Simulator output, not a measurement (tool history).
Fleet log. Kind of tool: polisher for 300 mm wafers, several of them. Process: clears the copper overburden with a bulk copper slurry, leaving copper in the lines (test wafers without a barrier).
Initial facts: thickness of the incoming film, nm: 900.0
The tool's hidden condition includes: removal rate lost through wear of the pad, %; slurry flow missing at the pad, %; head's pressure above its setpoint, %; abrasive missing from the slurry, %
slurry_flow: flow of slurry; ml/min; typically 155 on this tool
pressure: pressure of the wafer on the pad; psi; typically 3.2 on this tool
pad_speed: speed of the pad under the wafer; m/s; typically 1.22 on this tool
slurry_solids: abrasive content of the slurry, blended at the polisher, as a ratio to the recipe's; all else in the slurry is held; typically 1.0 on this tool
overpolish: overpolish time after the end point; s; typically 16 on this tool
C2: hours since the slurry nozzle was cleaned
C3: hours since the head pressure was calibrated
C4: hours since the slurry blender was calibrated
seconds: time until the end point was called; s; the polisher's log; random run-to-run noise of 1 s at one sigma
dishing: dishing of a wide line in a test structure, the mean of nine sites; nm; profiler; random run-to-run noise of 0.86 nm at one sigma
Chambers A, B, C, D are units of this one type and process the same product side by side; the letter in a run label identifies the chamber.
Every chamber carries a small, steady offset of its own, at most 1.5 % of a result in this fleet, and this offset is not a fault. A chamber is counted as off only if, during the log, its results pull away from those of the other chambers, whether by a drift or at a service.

At hour 9.6: chamber D: worn pad replaced by a new one.
Run 1B, hour 11.6: usual settings; wafers polished on this pad 310; C2 111.0; C3 336.7; C4 136.0. Result: seconds 66.810 s, dishing 58.554 nm.
Run 2C, hour 21.0: usual settings; wafers polished on this pad 931; C2 653.2; C3 477.2; C4 94.0. Result: seconds 66.809 s, dishing 59.192 nm.
Run 3D, hour 32.1: usual settings; wafers polished on this pad 216; C2 249.3; C3 872.1; C4 37.6. Result: seconds 69.733 s, dishing 59.895 nm.
At hour 38.0: chamber C: worn pad replaced by a new one.
Run 4A, hour 42.5: usual settings; wafers polished on this pad 869; C2 350.8; C3 623.4; C4 231.5. Result: seconds 68.753 s, dishing 60.795 nm.
Run 5C, hour 51.3: usual settings; wafers polished on this pad 127; C2 683.5; C3 507.5; C4 124.3. Result: seconds 68.944 s, dishing 60.715 nm.
Run 6A, hour 58.5: usual settings; wafers polished on this pad 1022; C2 366.8; C3 639.4; C4 247.5. Result: seconds 68.145 s, dishing 60.728 nm.
At hour 67.6: chamber A: worn pad replaced by a new one.
Run 7D, hour 69.8: usual settings; wafers polished on this pad 577; C2 287.0; C3 909.8; C4 75.3. Result: seconds 68.840 s, dishing 60.653 nm.
At hour 79.3: chamber B: slurry blender recalibrated.
Run 8B, hour 81.4: usual settings; wafers polished on this pad 980; C2 180.8; C3 406.5; C4 2.1. Result: seconds 66.547 s, dishing 60.525 nm.
At hour 92.3: chamber B: worn pad replaced by a new one.
Run 9A, hour 94.5: usual settings; wafers polished on this pad 258; C2 402.8; C3 675.4; C4 283.5. Result: seconds 67.558 s, dishing 60.006 nm.
At hour 97.0: chamber D: worn pad replaced by a new one.
Run 10B, hour 102.5: usual settings but slurry_flow 125 ml/min, slurry_solids 0.9; wafers polished on this pad 98; C2 201.9; C3 427.6; C4 23.2. Result: seconds 72.636 s, dishing 58.693 nm.
Run 11D, hour 109.7: usual settings but slurry_flow 125 ml/min, slurry_solids 0.9; wafers polished on this pad 122; C2 326.9; C3 949.7; C4 115.2. Result: seconds 72.108 s, dishing 59.288 nm.
At hour 110.4: chamber C: head pressure recalibrated.
Run 12C, hour 121.8: usual settings but slurry_flow 125 ml/min, slurry_solids 0.9; wafers polished on this pad 803; C2 754.0; C3 11.5; C4 194.8. Result: seconds 71.085 s, dishing 59.176 nm.
Run 13C, hour 129.3: usual settings but slurry_flow 125 ml/min, slurry_solids 0.9; wafers polished on this pad 875; C2 761.5; C3 19.0; C4 202.3. Result: seconds 72.157 s, dishing 58.844 nm.
Run 14D, hour 135.5: usual settings; wafers polished on this pad 369; C2 352.7; C3 975.5; C4 141.0. Result: seconds 67.031 s, dishing 58.985 nm.
At hour 139.8: chamber C: worn pad replaced by a new one.
Run 15A, hour 141.3: usual settings; wafers polished on this pad 707; C2 449.6; C3 722.2; C4 330.3. Result: seconds 66.762 s, dishing 59.898 nm.
At hour 142.9: chamber C: slurry nozzle cleaned.
At hour 145.1: chamber A: slurry blender recalibrated.
Run 16B, hour 154.7: usual settings; wafers polished on this pad 599; C2 254.1; C3 479.8; C4 75.4. Result: seconds 66.576 s, dishing 60.484 nm.
Run 17A, hour 167.7: usual settings; wafers polished on this pad 960; C2 476.0; C3 748.6; C4 22.7. Result: seconds 68.811 s, dishing 62.195 nm.
At hour 168.2: chamber D: worn pad replaced by a new one.
At hour 173.1: chamber D: slurry nozzle cleaned.
Run 18B, hour 179.3: usual settings; wafers polished on this pad 834; C2 278.7; C3 504.4; C4 100.0. Result: seconds 67.310 s, dishing 60.521 nm.
At hour 185.4: chamber B: worn pad replaced by a new one.
At hour 188.3: chamber A: worn pad replaced by a new one.
Run 19D, hour 188.3: usual settings; wafers polished on this pad 193; C2 15.2; C3 1028.3; C4 193.8. Result: seconds 67.468 s, dishing 59.340 nm.
Run 20C, hour 198.4: usual settings; wafers polished on this pad 562; C2 55.6; C3 88.1; C4 271.4. Result: seconds 68.778 s, dishing 60.460 nm.
Run 21A, hour 208.2: usual settings; wafers polished on this pad 191; C2 516.5; C3 789.1; C4 63.2. Result: seconds 67.301 s, dishing 61.263 nm.
Run 22D, hour 219.0: usual settings; wafers polished on this pad 487; C2 45.9; C3 1059.0; C4 224.5. Result: seconds 67.543 s, dishing 57.382 nm.
Run 23C, hour 226.5: usual settings but pad_speed 0.92 m/s; wafers polished on this pad 831; C2 83.7; C3 116.2; C4 299.5. Result: seconds 88.879 s, dishing 55.195 nm.
Run 24B, hour 235.0: usual settings but pad_speed 0.92 m/s; wafers polished on this pad 475; C2 334.4; C3 560.1; C4 155.7. Result: seconds 91.485 s, dishing 56.706 nm.
Run 25C, hour 243.9: usual settings but pad_speed 0.92 m/s; wafers polished on this pad 998; C2 101.1; C3 133.6; C4 316.9. Result: seconds 91.551 s, dishing 56.149 nm.
Run 26B, hour 254.0: usual settings but pad_speed 0.92 m/s; wafers polished on this pad 658; C2 353.4; C3 579.1; C4 174.7. Result: seconds 88.375 s, dishing 55.971 nm.

The same settings go to every chamber for the next run, one line per chamber below. Forecast the results for each:
Run 27A, hour 263.6: usual settings but pressure 3.5 psi. Result: seconds ?, dishing ?.
Run 27B, hour 263.6: usual settings but pressure 3.5 psi. Result: seconds ?, dishing ?.
Run 27C, hour 263.6: usual settings but pressure 3.5 psi. Result: seconds ?, dishing ?.
Run 27D, hour 263.6: usual settings but pressure 3.5 psi. Result: seconds ?, dishing ?.

run  seconds  dishing
27A   60.782   63.919
27B   62.160   62.983
27C   61.073   61.715
27D   61.931   63.930
